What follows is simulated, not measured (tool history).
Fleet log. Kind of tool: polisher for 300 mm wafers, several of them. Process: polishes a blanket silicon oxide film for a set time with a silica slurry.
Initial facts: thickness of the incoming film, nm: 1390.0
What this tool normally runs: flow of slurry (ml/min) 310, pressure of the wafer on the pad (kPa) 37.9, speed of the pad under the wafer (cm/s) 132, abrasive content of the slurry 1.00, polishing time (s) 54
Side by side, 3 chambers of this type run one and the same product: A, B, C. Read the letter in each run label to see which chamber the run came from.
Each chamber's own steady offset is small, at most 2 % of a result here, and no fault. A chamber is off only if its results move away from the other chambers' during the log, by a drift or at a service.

run	day	flow of slurry (ml/min)	pressure of the wafer on the pad (kPa)	speed of the pad under the wafer (cm/s)	abrasive content of the slurry	polishing time (s)	film removed (Å)
# day 0.042: chamber C: worn pad replaced by a new one
1B	0.333	310	37.9	132	1.00	54	3068.7
2A	0.808	310	37.9	132	1.00	54	3158.9
3C	1.292	310	37.9	132	1.00	54	3051.5
4A	1.871	310	37.9	132	1.00	54	3108.1
# day 2.200: chamber A: worn pad replaced by a new one
5C	2.262	310	37.9	132	1.00	54	3077.6
# day 2.800: chamber C: worn pad replaced by a new one
6B	2.858	310	37.9	132	1.00	54	3103.4
# day 3.129: chamber C: conditioning disc replaced and pad reconditioned
# day 3.250: chamber A: conditioning disc replaced and pad reconditioned
7C	3.296	310	37.9	132	1.00	54	3068.0
# day 3.754: chamber B: worn pad replaced by a new one
8A	3.771	310	37.9	132	1.00	54	3062.1
9B	4.138	310	37.9	132	1.00	54	3097.7
# day 4.162: chamber B: conditioning disc replaced and pad reconditioned
10B	4.454	310	37.9	132	0.90	54	2949.7
11A	4.988	310	37.9	132	0.90	54	2933.7
# day 5.446: chamber C: worn pad replaced by a new one
12C	5.600	310	37.9	132	0.90	54	2951.7
# day 6.096: chamber A: worn pad replaced by a new one
13A	6.188	310	37.9	132	1.00	54	3102.9
14C	6.671	310	37.9	132	1.00	54	2999.1
15B	7.021	310	37.9	132	1.00	54	3068.7
16A	7.542	310	37.9	132	1.00	54	3056.8
# day 7.667: chamber B: worn pad replaced by a new one
# day 7.696: chamber C: worn pad replaced by a new one
# day 7.708: chamber A: slurry blender recalibrated
# day 7.783: chamber C: slurry nozzle cleaned
17C	8.104	310	37.9	166	0.75	54	3180.1
18B	8.454	310	37.9	166	0.75	54	3224.4
# day 8.996: chamber C: conditioning disc replaced and pad reconditioned
19B	9.012	310	37.9	166	0.75	54	3232.5
# day 9.212: chamber A: worn pad replaced by a new one
20C	9.579	310	37.9	132	1.00	54	2954.1
21A	9.925	310	37.9	132	1.00	54	3103.8
# day 10.308: chamber B: conditioning disc replaced and pad reconditioned
# day 10.329: chamber C: worn pad replaced by a new one
22C	10.425	310	37.9	132	1.00	54	2924.4
23A	10.871	310	37.9	132	1.00	54	3046.9
# day 11.025: chamber B: worn pad replaced by a new one
24B	11.362	310	37.9	132	1.00	54	3066.3
25B	11.717	310	37.9	132	1.00	54	3112.1
26C	11.983	310	37.9	132	1.00	54	2904.0

Does one chamber stand apart from the rest, does the shared gauge drift, or is all well apart from small per-chamber offsets? Give the chamber and the most likely cause, where there is one.

It is chamber C that slowly wanders off from its peers.
What lies behind it: abrasive missing from the slurry, % = 11.6.
From this log alone, it may not be told apart from: head's pressure below its setpoint, %.

Which of the 4 candidates below, each the usual settings with something changed and its results left as question marks, puts chamber C back in line with what the other chambers give on the usual settings?
Counts as in line when no further than this from what the other chambers average on the usual settings: film removed (Å) 110.0
27C-1	12.417	310	35.9	132	1.00	51	?
27C-2	12.417	310	42.7	132	1.00	54	?
27C-3	12.417	310	39.3	136	1.00	54	?
27C-4	12.417	310	36.5	132	1.00	52	?

What the other chambers average on the usual settings: film removed (Å) 3088.0
run	film removed (Å)
27C-1	2615.2
27C-2	3297.7
27C-3	3107.8
27C-4	2717.4
It is 27C-3 that realigns the chamber with its peers.
